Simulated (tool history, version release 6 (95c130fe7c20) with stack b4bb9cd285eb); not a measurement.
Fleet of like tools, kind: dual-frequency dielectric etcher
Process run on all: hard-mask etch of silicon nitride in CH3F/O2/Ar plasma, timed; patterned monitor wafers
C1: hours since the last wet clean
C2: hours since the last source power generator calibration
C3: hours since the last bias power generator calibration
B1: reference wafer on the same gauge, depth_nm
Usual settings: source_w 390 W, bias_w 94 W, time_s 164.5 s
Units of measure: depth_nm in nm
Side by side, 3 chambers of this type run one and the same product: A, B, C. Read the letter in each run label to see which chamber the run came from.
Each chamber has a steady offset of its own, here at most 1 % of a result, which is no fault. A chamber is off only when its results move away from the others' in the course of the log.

Run 1C, hour 7.9: usual settings; C1 24.4; C2 2148.5; C3 664.8; B1 114.02. Result: depth_nm 125.13 nm.
Run 2B, hour 17.7: usual settings; C1 331.0; C2 2162.4; C3 1109.0; B1 113.97. Result: depth_nm 125.51 nm.
Run 3A, hour 25.7: usual settings; C1 489.1; C2 1345.1; C3 1093.1; B1 114.00. Result: depth_nm 126.73 nm.
Run 4C, hour 38.3: usual settings; C1 54.8; C2 2178.9; C3 695.2; B1 114.00. Result: depth_nm 125.55 nm.
Run 5A, hour 48.6: usual settings; C1 512.0; C2 1368.0; C3 1116.0; B1 114.01. Result: depth_nm 126.03 nm.
Run 6B, hour 59.8: usual settings; C1 373.1; C2 2204.5; C3 1151.1; B1 113.96. Result: depth_nm 125.66 nm.
Run 7C, hour 69.9: usual settings but bias_w 79 W; C1 86.4; C2 2210.5; C3 726.8; B1 114.03. Result: depth_nm 117.91 nm.
Run 8B, hour 77.0: usual settings but bias_w 79 W; C1 390.3; C2 2221.7; C3 1168.3; B1 113.97. Result: depth_nm 117.26 nm.
Run 9A, hour 87.1: usual settings but bias_w 79 W; C1 550.5; C2 1406.5; C3 1154.5; B1 114.03. Result: depth_nm 118.74 nm.
Run 10B, hour 98.2: usual settings; C1 411.5; C2 2242.9; C3 1189.5; B1 113.97. Result: depth_nm 125.61 nm.
Run 11A, hour 111.7: usual settings; C1 575.1; C2 1431.1; C3 1179.1; B1 114.05. Result: depth_nm 126.60 nm.
At hour 118.2: chamber B: wet clean of the chamber.
Run 12C, hour 124.7: usual settings; C1 141.2; C2 2265.3; C3 781.6; B1 114.03. Result: depth_nm 125.28 nm.
Run 13A, hour 138.3: usual settings; C1 601.7; C2 1457.7; C3 1205.7; B1 114.05. Result: depth_nm 126.13 nm.
Run 14C, hour 145.6: usual settings; C1 162.1; C2 2286.2; C3 802.5; B1 114.04. Result: depth_nm 125.80 nm.
Run 15B, hour 152.4: usual settings; C1 34.2; C2 2297.1; C3 1243.7; B1 114.07. Result: depth_nm 125.15 nm.
At hour 158.2: chamber A: wet clean of the chamber.
Run 16C, hour 165.9: usual settings; C1 182.4; C2 2306.5; C3 822.8; B1 113.95. Result: depth_nm 125.46 nm.
Run 17A, hour 177.4: usual settings but source_w 360 W, time_s 148.0 s; C1 19.2; C2 1496.8; C3 1244.8; B1 114.04. Result: depth_nm 110.42 nm.
Run 18B, hour 191.2: usual settings but source_w 360 W, time_s 148.0 s; C1 73.0; C2 2335.9; C3 1282.5; B1 114.01. Result: depth_nm 109.62 nm.
Run 19B, hour 205.7: usual settings but source_w 360 W, time_s 148.0 s; C1 87.5; C2 2350.4; C3 1297.0; B1 114.01. Result: depth_nm 109.84 nm.
Run 20C, hour 213.6: usual settings; C1 230.1; C2 2354.2; C3 870.5; B1 113.96. Result: depth_nm 124.94 nm.
Run 21A, hour 225.8: usual settings; C1 67.6; C2 1545.2; C3 1293.2; B1 113.95. Result: depth_nm 126.36 nm.
Run 22C, hour 233.8: usual settings but source_w 440 W; C1 250.3; C2 2374.4; C3 890.7; B1 114.02. Result: depth_nm 130.88 nm.
Run 23B, hour 247.6: usual settings but source_w 440 W; C1 129.4; C2 2392.3; C3 1338.9; B1 113.99. Result: depth_nm 131.19 nm.
Run 24A, hour 262.0: usual settings but source_w 440 W; C1 103.8; C2 1581.4; C3 1329.4; B1 113.99. Result: depth_nm 132.11 nm.
Run 25A, hour 271.6: usual settings; C1 113.4; C2 1591.0; C3 1339.0; B1 114.00. Result: depth_nm 126.14 nm.
Run 26B, hour 286.1: usual settings; C1 167.9; C2 2430.8; C3 1377.4; B1 113.97. Result: depth_nm 125.16 nm.
Run 27C, hour 299.8: usual settings; C1 316.3; C2 2440.4; C3 956.7; B1 113.96. Result: depth_nm 125.74 nm.

The same settings go to every chamber for the next run, one line per chamber below. Forecast the results for each:
Run 28A, hour 310.3: usual settings. Result: depth_nm ?.
Run 28B, hour 310.3: usual settings. Result: depth_nm ?.
Run 28C, hour 310.3: usual settings. Result: depth_nm ?.

run  depth_nm
28A    126.77
28B    125.47
28C    125.30

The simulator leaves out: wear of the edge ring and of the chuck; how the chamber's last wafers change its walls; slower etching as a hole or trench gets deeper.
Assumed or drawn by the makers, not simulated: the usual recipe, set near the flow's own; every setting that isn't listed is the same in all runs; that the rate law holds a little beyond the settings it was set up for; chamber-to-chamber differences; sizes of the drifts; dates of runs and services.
